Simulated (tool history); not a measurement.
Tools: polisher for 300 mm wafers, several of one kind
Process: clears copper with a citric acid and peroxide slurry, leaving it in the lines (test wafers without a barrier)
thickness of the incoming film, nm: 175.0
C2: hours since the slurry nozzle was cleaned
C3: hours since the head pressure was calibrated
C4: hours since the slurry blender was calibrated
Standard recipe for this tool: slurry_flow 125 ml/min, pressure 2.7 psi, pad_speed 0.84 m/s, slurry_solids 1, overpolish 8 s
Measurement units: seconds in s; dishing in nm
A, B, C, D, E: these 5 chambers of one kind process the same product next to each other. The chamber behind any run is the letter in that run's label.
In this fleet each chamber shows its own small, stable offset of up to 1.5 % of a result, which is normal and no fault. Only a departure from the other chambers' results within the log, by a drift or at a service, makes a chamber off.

{"hour": 2.3, "done": "chamber A: slurry nozzle cleaned"}
{"hour": 4.1, "done": "chamber A: worn pad replaced by a new one"}
{"run": "1C", "hour": 9.7, "slurry_flow": 125, "pressure": 2.7, "pad_speed": 0.84, "slurry_solids": 1, "overpolish": 8, "wafers polished on this pad": 402, "C2": 264.1, "C3": 508.5, "C4": 99.2, "seconds": 123.93, "dishing": 9.0768}
{"hour": 12.5, "done": "chamber D: slurry blender recalibrated"}
{"hour": 13.2, "done": "chamber E: worn pad replaced by a new one"}
{"hour": 21.8, "done": "chamber E: slurry nozzle cleaned"}
{"run": "2D", "hour": 26.4, "slurry_flow": 125, "pressure": 2.7, "pad_speed": 0.84, "slurry_solids": 1, "overpolish": 8, "wafers polished on this pad": 663, "C2": 582.6, "C3": 652.8, "C4": 14, "seconds": 120.25, "dishing": 8.9405}
{"hour": 31.9, "done": "chamber A: slurry blender recalibrated"}
{"hour": 32.1, "done": "chamber E: slurry blender recalibrated"}
{"run": "3A", "hour": 39.0, "slurry_flow": 125, "pressure": 2.7, "pad_speed": 0.84, "slurry_solids": 1, "overpolish": 8, "wafers polished on this pad": 260, "C2": 36.7, "C3": 539.5, "C4": 7.1, "seconds": 125.32, "dishing": 9.1484}
{"hour": 39.4, "done": "chamber C: worn pad replaced by a new one"}
{"hour": 52.3, "done": "chamber B: worn pad replaced by a new one"}
{"run": "4B", "hour": 54.0, "slurry_flow": 125, "pressure": 2.7, "pad_speed": 0.84, "slurry_solids": 1, "overpolish": 8, "wafers polished on this pad": 13, "C2": 375.8, "C3": 188.1, "C4": 253.1, "seconds": 124.84, "dishing": 8.8391}
{"run": "5E", "hour": 66.6, "slurry_flow": 125, "pressure": 2.7, "pad_speed": 0.84, "slurry_solids": 1, "overpolish": 8, "wafers polished on this pad": 398, "C2": 44.8, "C3": 1135.7, "C4": 34.5, "seconds": 118.94, "dishing": 8.7643}
{"hour": 70.9, "done": "chamber D: head pressure recalibrated"}
{"hour": 76.2, "done": "chamber D: worn pad replaced by a new one"}
{"run": "6B", "hour": 78.2, "slurry_flow": 125, "pressure": 2.7, "pad_speed": 0.84, "slurry_solids": 1, "overpolish": 8, "wafers polished on this pad": 193, "C2": 400, "C3": 212.3, "C4": 277.3, "seconds": 120.19, "dishing": 9.1728}
{"run": "7A", "hour": 87.4, "slurry_flow": 125, "pressure": 2.7, "pad_speed": 0.84, "slurry_solids": 1, "overpolish": 8, "wafers polished on this pad": 621, "C2": 85.1, "C3": 587.9, "C4": 55.5, "seconds": 125.36, "dishing": 8.7498}
{"hour": 96.8, "done": "chamber E: worn pad replaced by a new one"}
{"run": "8C", "hour": 99.8, "slurry_flow": 125, "pressure": 2.7, "pad_speed": 0.84, "slurry_solids": 1, "overpolish": 8, "wafers polished on this pad": 450, "C2": 354.2, "C3": 598.6, "C4": 189.3, "seconds": 121.91, "dishing": 9.0796}
{"run": "9D", "hour": 111.7, "slurry_flow": 125, "pressure": 2.7, "pad_speed": 0.7, "slurry_solids": 1, "overpolish": 8, "wafers polished on this pad": 264, "C2": 667.9, "C3": 40.8, "C4": 99.3, "seconds": 141.56, "dishing": 7.5207}
{"hour": 119.2, "done": "chamber C: worn pad replaced by a new one"}
{"run": "10E", "hour": 124.0, "slurry_flow": 125, "pressure": 2.7, "pad_speed": 0.7, "slurry_solids": 1, "overpolish": 8, "wafers polished on this pad": 203, "C2": 102.2, "C3": 1193.1, "C4": 91.9, "seconds": 142.5, "dishing": 7.7237}
{"hour": 128.5, "done": "chamber D: slurry blender recalibrated"}
{"hour": 135.7, "done": "chamber D: slurry nozzle cleaned"}
{"run": "11D", "hour": 138.7, "slurry_flow": 125, "pressure": 2.7, "pad_speed": 0.7, "slurry_solids": 1, "overpolish": 8, "wafers polished on this pad": 466, "C2": 3, "C3": 67.8, "C4": 10.2, "seconds": 141.22, "dishing": 7.534}
{"hour": 151.1, "done": "chamber B: worn pad replaced by a new one"}
{"run": "12B", "hour": 151.2, "slurry_flow": 125, "pressure": 2.7, "pad_speed": 0.7, "slurry_solids": 1, "overpolish": 8, "wafers polished on this pad": 1, "C2": 473, "C3": 285.3, "C4": 350.3, "seconds": 140.21, "dishing": 7.4779}
{"run": "13E", "hour": 159.7, "slurry_flow": 125, "pressure": 2.7, "pad_speed": 0.7, "slurry_solids": 1, "overpolish": 8, "wafers polished on this pad": 469, "C2": 137.9, "C3": 1228.8, "C4": 127.6, "seconds": 145.61, "dishing": 7.412}
{"hour": 168.9, "done": "chamber B: slurry blender recalibrated"}
{"hour": 171.6, "done": "chamber A: worn pad replaced by a new one"}
{"run": "14A", "hour": 175.8, "slurry_flow": 125, "pressure": 2.7, "pad_speed": 0.84, "slurry_solids": 1, "overpolish": 8, "wafers polished on this pad": 31, "C2": 173.5, "C3": 676.3, "C4": 143.9, "seconds": 124.07, "dishing": 9.0395}
{"run": "15C", "hour": 183.9, "slurry_flow": 125, "pressure": 2.7, "pad_speed": 0.84, "slurry_solids": 1, "overpolish": 8, "wafers polished on this pad": 483, "C2": 438.3, "C3": 682.7, "C4": 273.4, "seconds": 120.2, "dishing": 8.6247}
{"run": "16D", "hour": 192.4, "slurry_flow": 125, "pressure": 2.7, "pad_speed": 0.84, "slurry_solids": 1, "overpolish": 8, "wafers polished on this pad": 866, "C2": 56.7, "C3": 121.5, "C4": 63.9, "seconds": 117.97, "dishing": 9.1195}
{"hour": 198.9, "done": "chamber E: worn pad replaced by a new one"}
{"hour": 199.3, "done": "chamber C: slurry nozzle cleaned"}
{"hour": 200.3, "done": "chamber D: worn pad replaced by a new one"}
{"hour": 202.2, "done": "chamber C: worn pad replaced by a new one"}
{"run": "17B", "hour": 207.4, "slurry_flow": 125, "pressure": 2.7, "pad_speed": 0.84, "slurry_solids": 1, "overpolish": 8, "wafers polished on this pad": 420, "C2": 529.2, "C3": 341.5, "C4": 38.5, "seconds": 122.9, "dishing": 9.2537}
{"run": "18A", "hour": 222.8, "slurry_flow": 125, "pressure": 2.7, "pad_speed": 0.84, "slurry_solids": 1, "overpolish": 8, "wafers polished on this pad": 381, "C2": 220.5, "C3": 723.3, "C4": 190.9, "seconds": 125.06, "dishing": 8.8976}
{"run": "19E", "hour": 232.8, "slurry_flow": 125, "pressure": 2.7, "pad_speed": 0.84, "slurry_solids": 1, "overpolish": 8, "wafers polished on this pad": 253, "C2": 211, "C3": 1301.9, "C4": 200.7, "seconds": 113.67, "dishing": 9.0508}
{"hour": 237.4, "done": "chamber D: slurry blender recalibrated"}
{"run": "20C", "hour": 242.3, "slurry_flow": 125, "pressure": 2.7, "pad_speed": 0.84, "slurry_solids": 1, "overpolish": 8, "wafers polished on this pad": 299, "C2": 43, "C3": 741.1, "C4": 331.8, "seconds": 121.15, "dishing": 9.0148}
{"hour": 244.8, "done": "chamber E: head pressure recalibrated"}
{"hour": 246.1, "done": "chamber B: worn pad replaced by a new one"}
{"run": "21E", "hour": 255.0, "slurry_flow": 125, "pressure": 2.7, "pad_speed": 0.84, "slurry_solids": 1, "overpolish": 8, "wafers polished on this pad": 418, "C2": 233.2, "C3": 10.2, "C4": 222.9, "seconds": 118.82, "dishing": 8.9042}
{"hour": 262.1, "done": "chamber B: head pressure recalibrated"}
{"run": "22B", "hour": 262.3, "slurry_flow": 125, "pressure": 2.7, "pad_speed": 0.84, "slurry_solids": 1, "overpolish": 8, "wafers polished on this pad": 121, "C2": 584.1, "C3": 0.3, "C4": 93.4, "seconds": 126.45, "dishing": 8.7536}
{"run": "23D", "hour": 276.7, "slurry_flow": 125, "pressure": 2.7, "pad_speed": 0.84, "slurry_solids": 1, "overpolish": 8, "wafers polished on this pad": 570, "C2": 141, "C3": 205.8, "C4": 39.4, "seconds": 121.81, "dishing": 8.8516}
{"hour": 280.9, "done": "chamber A: slurry blender recalibrated"}
{"hour": 287.3, "done": "chamber C: worn pad replaced by a new one"}
{"run": "24A", "hour": 288.1, "slurry_flow": 125, "pressure": 2.7, "pad_speed": 0.84, "slurry_solids": 1, "overpolish": 8, "wafers polished on this pad": 868, "C2": 285.8, "C3": 788.6, "C4": 7.3, "seconds": 121.79, "dishing": 8.8956}
{"run": "25C", "hour": 296.0, "slurry_flow": 125, "pressure": 2.7, "pad_speed": 0.84, "slurry_solids": 1, "overpolish": 8, "wafers polished on this pad": 65, "C2": 96.7, "C3": 794.8, "C4": 385.5, "seconds": 120.37, "dishing": 9.0549}
{"hour": 300.8, "done": "chamber C: slurry blender recalibrated"}
{"hour": 303.8, "done": "chamber E: worn pad replaced by a new one"}
{"run": "26D", "hour": 311.7, "slurry_flow": 125, "pressure": 2.7, "pad_speed": 0.84, "slurry_solids": 1, "overpolish": 8, "wafers polished on this pad": 831, "C2": 176, "C3": 240.8, "C4": 74.4, "seconds": 120.8, "dishing": 8.9575}
{"hour": 314.9, "done": "chamber A: worn pad replaced by a new one"}
{"run": "27E", "hour": 322.6, "slurry_flow": 125, "pressure": 2.7, "pad_speed": 0.84, "slurry_solids": 1, "overpolish": 8, "wafers polished on this pad": 140, "C2": 300.8, "C3": 77.8, "C4": 290.5, "seconds": 119.89, "dishing": 8.8401}
{"run": "28C", "hour": 331.0, "slurry_flow": 125, "pressure": 2.7, "pad_speed": 0.84, "slurry_solids": 1, "overpolish": 8, "wafers polished on this pad": 326, "C2": 131.7, "C3": 829.8, "C4": 30.3, "seconds": 120.2, "dishing": 9.0103}
{"hour": 331.6, "done": "chamber D: slurry blender recalibrated"}
{"hour": 339.1, "done": "chamber B: worn pad replaced by a new one"}
{"run": "29A", "hour": 340.2, "slurry_flow": 125, "pressure": 2.7, "pad_speed": 0.84, "slurry_solids": 1, "overpolish": 8, "wafers polished on this pad": 188, "C2": 337.9, "C3": 840.7, "C4": 59.4, "seconds": 121.15, "dishing": 8.816}
{"hour": 351.9, "done": "chamber D: worn pad replaced by a new one"}
{"run": "30B", "hour": 356.5, "slurry_flow": 125, "pressure": 2.7, "pad_speed": 0.84, "slurry_solids": 1, "overpolish": 8, "wafers polished on this pad": 130, "C2": 678.3, "C3": 94.5, "C4": 187.6, "seconds": 124.04, "dishing": 8.7795}
{"run": "31B", "hour": 366.4, "slurry_flow": 125, "pressure": 2.7, "pad_speed": 0.84, "slurry_solids": 1, "overpolish": 8, "wafers polished on this pad": 204, "C2": 688.2, "C3": 104.4, "C4": 197.5, "seconds": 122.22, "dishing": 9.0386}
{"run": "32D", "hour": 374.9, "slurry_flow": 125, "pressure": 3, "pad_speed": 0.74, "slurry_solids": 1, "overpolish": 8, "wafers polished on this pad": 171, "C2": 239.2, "C3": 304, "C4": 43.3, "seconds": 121.16, "dishing": 8.8047}
{"hour": 386.5, "done": "chamber C: worn pad replaced by a new one"}
{"hour": 386.9, "done": "chamber E: worn pad replaced by a new one"}
{"run": "33C", "hour": 388.1, "slurry_flow": 125, "pressure": 3, "pad_speed": 0.74, "slurry_solids": 1, "overpolish": 8, "wafers polished on this pad": 12, "C2": 188.8, "C3": 886.9, "C4": 87.4, "seconds": 119.82, "dishing": 8.7006}
{"hour": 402.3, "done": "chamber E: slurry nozzle cleaned"}
{"run": "34A", "hour": 402.8, "slurry_flow": 125, "pressure": 3, "pad_speed": 0.74, "slurry_solids": 1, "overpolish": 8, "wafers polished on this pad": 655, "C2": 400.5, "C3": 903.3, "C4": 122, "seconds": 121.39, "dishing": 8.7774}
{"run": "35E", "hour": 416.3, "slurry_flow": 125, "pressure": 3, "pad_speed": 0.74, "slurry_solids": 1, "overpolish": 8, "wafers polished on this pad": 219, "C2": 14, "C3": 171.5, "C4": 384.2, "seconds": 121.37, "dishing": 8.9473}
{"run": "36D", "hour": 432.8, "slurry_flow": 125, "pressure": 3, "pad_speed": 0.74, "slurry_solids": 1, "overpolish": 8, "wafers polished on this pad": 603, "C2": 297.1, "C3": 361.9, "C4": 101.2, "seconds": 117.53, "dishing": 8.8707}

For the next run the whole fleet of 5 chambers uses the same settings. Give each chamber's results:
{"run": "37A", "hour": 444.8, "slurry_flow": 125, "pressure": 2.7, "pad_speed": 0.84, "slurry_solids": 1, "overpolish": 8, "seconds": "?", "dishing": "?"}
{"run": "37B", "hour": 444.8, "slurry_flow": 125, "pressure": 2.7, "pad_speed": 0.84, "slurry_solids": 1, "overpolish": 8, "seconds": "?", "dishing": "?"}
{"run": "37C", "hour": 444.8, "slurry_flow": 125, "pressure": 2.7, "pad_speed": 0.84, "slurry_solids": 1, "overpolish": 8, "seconds": "?", "dishing": "?"}
{"run": "37D", "hour": 444.8, "slurry_flow": 125, "pressure": 2.7, "pad_speed": 0.84, "slurry_solids": 1, "overpolish": 8, "seconds": "?", "dishing": "?"}
{"run": "37E", "hour": 444.8, "slurry_flow": 125, "pressure": 2.7, "pad_speed": 0.84, "slurry_solids": 1, "overpolish": 8, "seconds": "?", "dishing": "?"}

run=37A seconds=120.15 dishing=8.8413
run=37B seconds=121.97 dishing=8.749
run=37C seconds=123.36 dishing=8.9743
run=37D seconds=124.35 dishing=9.0935
run=37E seconds=119.1 dishing=8.9845
